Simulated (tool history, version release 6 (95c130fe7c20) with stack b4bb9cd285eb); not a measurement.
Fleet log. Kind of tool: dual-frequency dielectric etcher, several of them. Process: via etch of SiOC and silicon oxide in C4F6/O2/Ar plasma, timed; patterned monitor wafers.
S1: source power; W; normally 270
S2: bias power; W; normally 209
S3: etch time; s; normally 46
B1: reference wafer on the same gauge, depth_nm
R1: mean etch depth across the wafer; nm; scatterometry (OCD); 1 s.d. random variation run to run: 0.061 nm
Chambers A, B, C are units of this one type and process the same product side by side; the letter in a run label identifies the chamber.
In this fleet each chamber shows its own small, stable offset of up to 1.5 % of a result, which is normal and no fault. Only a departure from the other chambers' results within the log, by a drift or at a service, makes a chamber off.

{"hour": 4.9, "done": "chamber C: source power generator calibrated"}
{"run": "1C", "hour": 7.6, "S1": 270, "S2": 209, "S3": 46, "B1": 42.018, "R1": 46.356}
{"run": "2A", "hour": 18.3, "S1": 270, "S2": 209, "S3": 46, "B1": 42.019, "R1": 47.471}
{"run": "3B", "hour": 28.9, "S1": 270, "S2": 209, "S3": 46, "B1": 42.023, "R1": 46.737}
{"run": "4C", "hour": 36.3, "S1": 270, "S2": 209, "S3": 46, "B1": 42.034, "R1": 46.414}
{"run": "5B", "hour": 46.3, "S1": 270, "S2": 209, "S3": 46, "B1": 42.046, "R1": 46.792}
{"run": "6A", "hour": 55.6, "S1": 270, "S2": 209, "S3": 46, "B1": 42.045, "R1": 47.423}
{"hour": 57.6, "done": "chamber B: wet clean of the chamber"}
{"run": "7B", "hour": 61.8, "S1": 270, "S2": 209, "S3": 46, "B1": 42.062, "R1": 46.795}
{"run": "8A", "hour": 69.3, "S1": 270, "S2": 209, "S3": 46, "B1": 42.068, "R1": 47.463}
{"run": "9C", "hour": 74.8, "S1": 270, "S2": 209, "S3": 46, "B1": 42.065, "R1": 46.509}
{"run": "10B", "hour": 87.0, "S1": 270, "S2": 209, "S3": 46, "B1": 42.078, "R1": 46.903}
{"run": "11A", "hour": 95.9, "S1": 270, "S2": 209, "S3": 46, "B1": 42.102, "R1": 47.488}
{"run": "12C", "hour": 105.3, "S1": 270, "S2": 209, "S3": 38, "B1": 42.105, "R1": 38.3}
{"run": "13A", "hour": 112.0, "S1": 270, "S2": 209, "S3": 38, "B1": 42.102, "R1": 39.206}
{"run": "14C", "hour": 119.6, "S1": 270, "S2": 209, "S3": 38, "B1": 42.107, "R1": 38.317}
{"run": "15B", "hour": 131.9, "S1": 270, "S2": 209, "S3": 46, "B1": 42.104, "R1": 46.998}
{"run": "16B", "hour": 139.3, "S1": 270, "S2": 209, "S3": 46, "B1": 42.131, "R1": 46.881}
{"hour": 147.0, "done": "chamber A: wet clean of the chamber"}
{"run": "17A", "hour": 148.9, "S1": 270, "S2": 209, "S3": 46, "B1": 42.155, "R1": 47.534}
{"run": "18C", "hour": 160.5, "S1": 270, "S2": 209, "S3": 46, "B1": 42.136, "R1": 46.492}
{"run": "19C", "hour": 172.8, "S1": 270, "S2": 209, "S3": 46, "B1": 42.143, "R1": 46.543}
{"run": "20A", "hour": 179.4, "S1": 270, "S2": 209, "S3": 46, "B1": 42.168, "R1": 47.64}
{"run": "21B", "hour": 191.5, "S1": 270, "S2": 209, "S3": 46, "B1": 42.192, "R1": 47.038}
{"run": "22A", "hour": 202.2, "S1": 270, "S2": 209, "S3": 46, "B1": 42.184, "R1": 47.603}
{"run": "23C", "hour": 213.9, "S1": 270, "S2": 209, "S3": 46, "B1": 42.198, "R1": 46.514}
{"run": "24B", "hour": 223.6, "S1": 270, "S2": 209, "S3": 46, "B1": 42.213, "R1": 47.016}
{"run": "25A", "hour": 234.9, "S1": 270, "S2": 209, "S3": 46, "B1": 42.234, "R1": 47.509}

Is one chamber off against the others, does the gauge drift, or is nothing wrong? If a chamber is off, say which, and what the likeliest cause is.

The gauge drifts, so all chambers seem to drift together. No chamber is off.
Likeliest cause: gauge reads high (%) = 0.538.
